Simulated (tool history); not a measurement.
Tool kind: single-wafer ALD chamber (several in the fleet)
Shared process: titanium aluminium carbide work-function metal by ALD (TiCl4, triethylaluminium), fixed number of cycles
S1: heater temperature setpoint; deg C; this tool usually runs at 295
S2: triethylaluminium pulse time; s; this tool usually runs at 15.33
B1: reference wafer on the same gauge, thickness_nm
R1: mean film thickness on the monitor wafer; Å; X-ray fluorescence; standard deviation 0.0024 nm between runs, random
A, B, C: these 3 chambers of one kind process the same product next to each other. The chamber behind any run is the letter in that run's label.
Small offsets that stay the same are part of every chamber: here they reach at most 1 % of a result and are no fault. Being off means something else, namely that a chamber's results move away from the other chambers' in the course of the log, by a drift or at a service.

run	day	S1	S2	B1	R1
1A	0.542	295	15.33	1.7397	20.198
2C	0.867	295	15.33	1.7396	20.126
3B	1.429	295	15.33	1.7387	19.944
4B	1.817	295	15.33	1.7391	19.926
5A	2.267	288	12.23	1.7385	19.409
6C	2.667	288	12.23	1.7378	19.251
7A	2.938	288	12.23	1.7384	19.404
8C	3.371	295	15.33	1.738	20.069
9B	3.988	295	15.33	1.7379	19.874
10A	4.362	295	15.33	1.7373	20.231
11C	4.771	295	15.33	1.7366	20.052
12B	5.233	295	15.33	1.7365	19.873
13A	5.638	295	15.33	1.7365	20.222
14B	5.95	295	15.33	1.7357	19.86
15C	6.542	295	15.33	1.7365	20.068
16A	6.921	295	15.33	1.7351	20.165
17B	7.304	295	15.33	1.7353	19.859
# day 7.658: chamber C: thermocouple changed; heater temperature recalibrated
18C	7.796	295	15.33	1.7348	20.033
19C	8.246	295	15.33	1.7351	20.044
20A	8.742	295	15.33	1.7344	20.18
21B	9.242	295	15.33	1.734	19.833
22B	9.7	295	18.81	1.7336	19.952
23A	10	295	18.81	1.7333	20.218
# day 10.262: chamber B: thermocouple changed; heater temperature recalibrated
24C	10.446	295	18.81	1.733	20.123
25C	10.788	295	15.33	1.7336	19.987
26A	11.4	295	15.33	1.7326	20.158
27B	11.792	295	15.33	1.7323	19.815
28C	12.071	295	15.33	1.7321	20.042
29A	12.654	295	15.33	1.7322	20.126
30B	13.108	295	15.33	1.7314	19.818

Predict what each chamber gives when all 3 of them run the settings below next.
31A	13.554	302	15.33		?
31B	13.554	302	15.33		?
31C	13.554	302	15.33		?

run	R1
31A	20.711
31B	20.42
31C	20.592
